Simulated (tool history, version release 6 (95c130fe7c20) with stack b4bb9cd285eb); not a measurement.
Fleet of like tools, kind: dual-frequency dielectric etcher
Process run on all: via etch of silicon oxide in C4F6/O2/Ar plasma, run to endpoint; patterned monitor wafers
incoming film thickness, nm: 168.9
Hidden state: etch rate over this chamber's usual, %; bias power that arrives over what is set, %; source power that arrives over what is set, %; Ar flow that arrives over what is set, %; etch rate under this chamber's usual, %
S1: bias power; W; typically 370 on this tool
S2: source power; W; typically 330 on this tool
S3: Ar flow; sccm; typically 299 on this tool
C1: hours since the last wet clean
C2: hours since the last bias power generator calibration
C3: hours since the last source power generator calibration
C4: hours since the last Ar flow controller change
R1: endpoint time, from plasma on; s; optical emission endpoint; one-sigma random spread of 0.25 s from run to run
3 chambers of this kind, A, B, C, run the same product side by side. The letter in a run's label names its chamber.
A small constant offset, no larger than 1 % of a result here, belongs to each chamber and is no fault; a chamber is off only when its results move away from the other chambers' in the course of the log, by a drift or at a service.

run    day   S1   S2   S3     C1      C2      C3      C4      R1
 1A  0.225  370  330  299  144.6   292.4  1820.2   472.9  44.397
 2B    0.6  370  330  299  190.6   187.9  2420.4  2278.9  44.445
 3C  0.892  370  330  299    375  2094.4    1731  2547.6  45.168
 4C    1.2  370  330  299  382.4  2101.8  1738.4    2555  45.232
 5B  1.438  370  330  299  210.7     208  2440.5    2299  44.133
 6A  1.792  370  330  299  182.2     330  1857.8   510.5  44.957
 7B  2.167  370  330  299  228.2   225.5    2458  2316.5  44.963
 8A  2.412  370  330  299  197.1   344.9  1872.7   525.4  44.694
     2.642  -- chamber C: wet clean of the chamber
 9C  2.796  370  330  299    3.7  2140.1  1776.7  2593.3  42.946
10B  3.017  370  330  299  248.6   245.9  2478.4  2336.9  44.776
11C  3.304  370  330  299   15.9  2152.3  1788.9  2605.5   43.43
12A  3.538  370  290  299  224.1   371.9  1899.7   552.4  46.669
13A  3.946  370  290  299  233.9   381.7  1909.5   562.2  46.875
14C  4.338  370  290  299   40.7  2177.1  1813.7  2630.3  45.483
15B  4.733  370  330  299  289.8   287.1  2519.6  2378.1  44.809
16A  5.146  317  260  299  262.7   410.5  1938.3     591   51.87
17C  5.408  317  260  299   66.4  2202.8  1839.4    2656  50.407
18B  5.742  317  260  299    314   311.3  2543.8  2402.3  51.571
     5.779  -- chamber C: bias power generator calibrated
19A   6.15  370  330  299  286.8   434.6  1962.4   615.1  45.088
20C  6.521  370  330  299   93.1    17.9  1866.1  2682.7  43.561
21B  6.779  370  330  299  338.9   336.2  2568.7  2427.2   44.77
22B  6.992  370  330  299    344   341.3  2573.8  2432.3  44.718
23A   7.35  433  330  355  315.6   463.4  1991.2   643.9  42.799
24C  7.625  433  330  355  119.6    44.4  1892.6  2709.2  42.292
25B  7.871  433  330  355  365.1   362.4  2594.9  2453.4  43.256

Does one chamber stand apart from the rest, does the shared gauge drift, or is all well apart from small per-chamber offsets? Give the chamber and the most likely cause, where there is one.

A service on chamber C put it out of line with the rest.
What lies behind it: etch rate over this chamber's usual, % = 3.15.

Below are 4 candidate recipes for chamber C's next run, each the usual settings with a change, their results shown as question marks. Which of them brings C's results back in line with what the other chambers give on the usual settings?
To be in line, a result may differ from the other chambers' mean on the usual settings by at most: R1 0.89 s
26C-1  8.175  340  300  307                   ?
26C-2  8.175  370  350  299                   ?
26C-3  8.175  434  330  299                   ?
26C-4  8.175  357  320  299                   ?

What the other chambers average on the usual settings: R1 44.726 s
  run      R1
26C-1   46.65
26C-2  42.596
26C-3  41.091
26C-4  44.618
26C-4 puts the chamber back in line with the other chambers.
